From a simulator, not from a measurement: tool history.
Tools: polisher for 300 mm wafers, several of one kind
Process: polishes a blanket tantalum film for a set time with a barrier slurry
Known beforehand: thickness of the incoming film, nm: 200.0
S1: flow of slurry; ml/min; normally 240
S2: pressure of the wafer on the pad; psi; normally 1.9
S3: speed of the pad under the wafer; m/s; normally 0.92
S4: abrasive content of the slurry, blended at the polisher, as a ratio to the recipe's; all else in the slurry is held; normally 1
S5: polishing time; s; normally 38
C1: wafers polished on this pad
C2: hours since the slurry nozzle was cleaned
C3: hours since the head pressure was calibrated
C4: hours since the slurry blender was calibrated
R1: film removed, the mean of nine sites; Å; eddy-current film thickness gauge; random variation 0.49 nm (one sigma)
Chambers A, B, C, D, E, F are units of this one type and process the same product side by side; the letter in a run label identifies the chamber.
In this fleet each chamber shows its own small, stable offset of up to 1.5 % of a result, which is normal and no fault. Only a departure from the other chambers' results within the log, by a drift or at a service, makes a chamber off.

run,hour,S1,S2,S3,S4,S5,C1,C2,C3,C4,R1
1C,9,240,1.9,0.92,1,38,1243,197.4,928,52.4,460.36
# hour 11.1: chamber A: worn pad replaced by a new one
2E,15.4,240,1.9,0.92,1,38,829,360.1,895.9,82.2,460.45
3A,26.8,240,1.9,0.92,1,38,137,61.9,158.4,55.1,476.1
# hour 27.3: chamber F: slurry nozzle cleaned
# hour 31: chamber C: slurry nozzle cleaned
# hour 32.4: chamber C: worn pad replaced by a new one
# hour 33.1: chamber D: worn pad replaced by a new one
4D,40.5,240,1.9,0.92,1,38,64,242.3,222.5,175.7,460.36
# hour 46: chamber B: worn pad replaced by a new one
5B,52,240,1.9,0.92,1,38,52,529.1,645.3,428.7,474.2
# hour 57.1: chamber D: slurry blender recalibrated
# hour 63.7: chamber F: slurry blender recalibrated
# hour 64.4: chamber E: worn pad replaced by a new one
6F,65.6,240,1.9,0.92,1,38,768,38.4,259.7,2,467.6
# hour 73.9: chamber B: slurry blender recalibrated
7F,77.5,240,1.9,0.92,1,38,872,50.3,271.6,13.9,468.39
8D,84.7,240,1.9,0.92,1,38,450,286.5,266.7,27.7,465.77
9B,93.6,240,1.9,0.92,1,38,415,570.7,686.9,19.8,459.96
# hour 107.3: chamber F: worn pad replaced by a new one
10A,107.8,240,1.9,0.92,1,38,844,142.9,239.4,136.1,464.04
11C,120.5,240,1.9,0.92,1,38,769,89.6,1039.5,163.9,475.88
12E,130.8,240,1.9,0.92,1,38,579,475.5,1011.3,197.6,456.22
# hour 140.8: chamber E: slurry blender recalibrated
13A,142.3,240,1.9,0.92,1,38,1146,177.4,273.9,170.6,468.66
# hour 144.2: chamber A: worn pad replaced by a new one
# hour 146.6: chamber B: worn pad replaced by a new one
# hour 150.8: chamber D: worn pad replaced by a new one
14E,151,240,1.9,0.92,1,38,756,495.7,1031.5,10.2,458.86
15D,158.8,240,1.9,0.92,1,38,70,360.6,340.8,101.8,459.45
16B,171.5,240,1.9,0.92,1,38,217,648.6,764.8,97.7,471.46
17C,182.2,240,1.9,0.92,1,38,1308,151.3,1101.2,225.6,460.64
18F,193.9,240,1.9,0.92,1,38,756,166.7,388,130.3,460.5
19F,203.8,240,1.9,1.08,1,38,842,176.6,397.9,140.2,538.72
# hour 205.4: chamber C: worn pad replaced by a new one
# hour 209: chamber E: worn pad replaced by a new one
# hour 209.1: chamber B: slurry nozzle cleaned
20A,214.3,240,1.9,1.08,1,38,612,249.4,345.9,242.6,548.28
21C,220.7,240,1.9,1.08,1,38,134,189.8,1139.7,264.1,544.51
# hour 226.6: chamber E: head pressure recalibrated
# hour 227.4: chamber E: slurry nozzle cleaned
22E,228.7,240,1.9,1.08,1,38,172,1.4,2.2,87.9,483.83
# hour 230.2: chamber B: worn pad replaced by a new one
23B,235.4,240,1.9,1.08,1,38,46,26.4,828.7,161.6,550.04
# hour 243.8: chamber F: worn pad replaced by a new one
# hour 244.1: chamber D: slurry blender recalibrated
24D,244.6,240,1.9,1.08,1,38,819,446.4,426.6,0.5,551.17
# hour 249.7: chamber C: slurry blender recalibrated
25B,252.6,240,1.9,0.92,1,38,196,43.6,845.9,178.8,473.02
# hour 262.2: chamber A: worn pad replaced by a new one
26F,264.1,240,1.9,0.92,1,38,177,236.9,458.2,200.5,464.33
27E,271.3,240,1.9,0.92,1,38,544,44,44.8,130.5,408.91
# hour 273.4: chamber D: worn pad replaced by a new one
# hour 280.3: chamber F: slurry blender recalibrated
# hour 281.8: chamber C: slurry nozzle cleaned
28D,284.9,210,1.6,0.92,1,38,100,486.7,466.9,40.8,386.51
29C,295.5,210,1.6,0.92,1,38,787,13.7,1214.5,45.8,383.76
30A,306.6,210,1.6,0.92,1,38,387,341.7,438.2,334.9,389.06
31B,317.9,210,1.6,0.92,1,38,766,108.9,911.2,244.1,376.85
# hour 322.3: chamber E: slurry blender recalibrated
32C,324.5,210,1.6,0.92,1,38,1040,42.7,1243.5,74.8,382.1
# hour 328.4: chamber A: slurry blender recalibrated
# hour 330.9: chamber B: worn pad replaced by a new one
33F,334.6,210,1.6,0.92,1,38,793,307.4,528.7,54.3,379.25
# hour 336.6: chamber C: worn pad replaced by a new one
34E,342.7,240,1.9,0.92,1,38,1167,115.4,116.2,20.4,414.49
35A,352.6,240,1.9,0.92,1,38,789,387.7,484.2,24.2,472.19
# hour 355: chamber E: worn pad replaced by a new one
# hour 357.5: chamber F: worn pad replaced by a new one
36D,363.3,310,1.4,0.92,1,38,785,565.1,545.3,119.2,348.08
37C,370.7,310,1.4,0.92,1,38,297,88.9,1289.7,121,349.94
# hour 374.9: chamber A: worn pad replaced by a new one
38E,382.4,310,1.4,0.92,1,38,239,155.1,155.9,60.1,312.97
39D,395,310,1.4,0.92,1,38,1062,596.8,577,150.9,349.88
40B,401.3,310,1.4,0.92,1,38,615,192.3,994.6,327.5,348.84
41A,414.1,310,1.4,0.92,1,38,343,449.2,545.7,85.7,354.16
42F,421,240,1.9,0.92,1,38,554,393.8,615.1,140.7,460.48

Predict what each chamber gives when all 6 of them run the settings below next.
43A,431.2,240,1.9,0.92,1,34,,,,,?
43B,431.2,240,1.9,0.92,1,34,,,,,?
43C,431.2,240,1.9,0.92,1,34,,,,,?
43D,431.2,240,1.9,0.92,1,34,,,,,?
43E,431.2,240,1.9,0.92,1,34,,,,,?
43F,431.2,240,1.9,0.92,1,34,,,,,?

run,R1
43A,423.75
43B,411.36
43C,422.89
43D,402.53
43E,367.21
43F,407.81
